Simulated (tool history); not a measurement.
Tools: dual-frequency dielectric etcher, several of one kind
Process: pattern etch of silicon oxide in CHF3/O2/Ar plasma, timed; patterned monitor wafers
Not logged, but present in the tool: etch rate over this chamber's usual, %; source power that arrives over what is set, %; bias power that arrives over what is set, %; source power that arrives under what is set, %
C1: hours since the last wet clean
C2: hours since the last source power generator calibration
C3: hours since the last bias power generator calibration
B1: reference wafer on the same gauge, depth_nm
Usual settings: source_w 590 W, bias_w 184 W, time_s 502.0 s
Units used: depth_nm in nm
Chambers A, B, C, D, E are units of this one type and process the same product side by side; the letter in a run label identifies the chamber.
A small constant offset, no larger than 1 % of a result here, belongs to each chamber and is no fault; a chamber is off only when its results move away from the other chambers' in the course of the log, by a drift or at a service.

run 1C hour=4.3 | source_w=590 bias_w=184 time_s=502.0 | C1=63.6 C2=714.8 C3=276.7 | B1=843.46 | depth_nm=986.40
run 2B hour=8.3 | source_w=590 bias_w=184 time_s=502.0 | C1=468.4 C2=4381.6 C3=1444.5 | B1=843.06 | depth_nm=987.19
run 3A hour=14.6 | source_w=590 bias_w=184 time_s=502.0 | C1=101.5 C2=1460.0 C3=158.4 | B1=843.71 | depth_nm=991.62
run 4E hour=20.6 | source_w=590 bias_w=184 time_s=502.0 | C1=424.8 C2=1282.5 C3=2015.1 | B1=843.55 | depth_nm=998.65
run 5D hour=27.0 | source_w=590 bias_w=184 time_s=502.0 | C1=568.4 C2=1461.2 C3=1462.7 | B1=843.80 | depth_nm=996.11
run 6D hour=31.9 | source_w=590 bias_w=184 time_s=502.0 | C1=573.3 C2=1466.1 C3=1467.6 | B1=844.10 | depth_nm=993.78
run 7E hour=37.1 | source_w=590 bias_w=184 time_s=502.0 | C1=441.3 C2=1299.0 C3=2031.6 | B1=844.19 | depth_nm=999.20
run 8C hour=43.1 | source_w=590 bias_w=184 time_s=502.0 | C1=102.4 C2=753.6 C3=315.5 | B1=844.15 | depth_nm=986.32
run 9A hour=48.8 | source_w=590 bias_w=184 time_s=502.0 | C1=135.7 C2=1494.2 C3=192.6 | B1=844.41 | depth_nm=993.50
-- hour=54.3 chamber B: wet clean of the chamber
run 10B hour=55.5 | source_w=590 bias_w=184 time_s=502.0 | C1=1.2 C2=4428.8 C3=1491.7 | B1=844.28 | depth_nm=986.11
run 11D hour=60.1 | source_w=590 bias_w=184 time_s=502.0 | C1=601.5 C2=1494.3 C3=1495.8 | B1=844.72 | depth_nm=996.17
run 12B hour=65.4 | source_w=590 bias_w=184 time_s=502.0 | C1=11.1 C2=4438.7 C3=1501.6 | B1=844.83 | depth_nm=990.40
run 13A hour=68.7 | source_w=590 bias_w=184 time_s=502.0 | C1=155.6 C2=1514.1 C3=212.5 | B1=845.35 | depth_nm=992.32
run 14C hour=75.3 | source_w=590 bias_w=184 time_s=502.0 | C1=134.6 C2=785.8 C3=347.7 | B1=845.21 | depth_nm=987.56
run 15E hour=78.4 | source_w=590 bias_w=184 time_s=502.0 | C1=482.6 C2=1340.3 C3=2072.9 | B1=845.11 | depth_nm=999.00
run 16C hour=84.0 | source_w=590 bias_w=184 time_s=502.0 | C1=143.3 C2=794.5 C3=356.4 | B1=845.86 | depth_nm=990.24
run 17B hour=87.4 | source_w=590 bias_w=184 time_s=502.0 | C1=33.1 C2=4460.7 C3=1523.6 | B1=845.51 | depth_nm=990.42
run 18A hour=93.4 | source_w=590 bias_w=184 time_s=502.0 | C1=180.3 C2=1538.8 C3=237.2 | B1=845.75 | depth_nm=996.25
-- hour=97.3 chamber D: wet clean of the chamber
run 19E hour=98.0 | source_w=590 bias_w=184 time_s=502.0 | C1=502.2 C2=1359.9 C3=2092.5 | B1=845.82 | depth_nm=1001.40
run 20D hour=101.5 | source_w=590 bias_w=221 time_s=502.0 | C1=4.2 C2=1535.7 C3=1537.2 | B1=846.00 | depth_nm=1064.70
run 21A hour=107.5 | source_w=590 bias_w=221 time_s=502.0 | C1=194.4 C2=1552.9 C3=251.3 | B1=846.10 | depth_nm=1057.80
run 22D hour=114.0 | source_w=590 bias_w=221 time_s=502.0 | C1=16.7 C2=1548.2 C3=1549.7 | B1=846.46 | depth_nm=1061.70
run 23E hour=117.2 | source_w=590 bias_w=221 time_s=502.0 | C1=521.4 C2=1379.1 C3=2111.7 | B1=846.49 | depth_nm=1064.90
run 24C hour=122.2 | source_w=590 bias_w=221 time_s=502.0 | C1=181.5 C2=832.7 C3=394.6 | B1=846.57 | depth_nm=1052.70
run 25B hour=125.6 | source_w=590 bias_w=184 time_s=502.0 | C1=71.3 C2=4498.9 C3=1561.8 | B1=846.45 | depth_nm=988.65
run 26B hour=130.6 | source_w=590 bias_w=184 time_s=502.0 | C1=76.3 C2=4503.9 C3=1566.8 | B1=846.98 | depth_nm=988.93
run 27A hour=134.3 | source_w=590 bias_w=184 time_s=502.0 | C1=221.2 C2=1579.7 C3=278.1 | B1=846.98 | depth_nm=997.40
run 28E hour=139.5 | source_w=590 bias_w=140 time_s=587.5 | C1=543.7 C2=1401.4 C3=2134.0 | B1=847.19 | depth_nm=1072.10
run 29C hour=145.2 | source_w=590 bias_w=140 time_s=587.5 | C1=204.5 C2=855.7 C3=417.6 | B1=847.14 | depth_nm=1058.00
run 30D hour=150.6 | source_w=590 bias_w=140 time_s=587.5 | C1=53.3 C2=1584.8 C3=1586.3 | B1=847.51 | depth_nm=1068.80
run 31A hour=156.8 | source_w=590 bias_w=140 time_s=587.5 | C1=243.7 C2=1602.2 C3=300.6 | B1=847.80 | depth_nm=1065.30

All 5 chambers run these settings next. Forecast each chamber's results:
run 32A hour=161.7 | source_w=650 bias_w=184 time_s=502.0 | depth_nm=?
run 32B hour=161.7 | source_w=650 bias_w=184 time_s=502.0 | depth_nm=?
run 32C hour=161.7 | source_w=650 bias_w=184 time_s=502.0 | depth_nm=?
run 32D hour=161.7 | source_w=650 bias_w=184 time_s=502.0 | depth_nm=?
run 32E hour=161.7 | source_w=650 bias_w=184 time_s=502.0 | depth_nm=?

run=32A depth_nm=1035.50
run=32B depth_nm=1029.80
run=32C depth_nm=1032.20
run=32D depth_nm=1037.50
run=32E depth_nm=1040.70
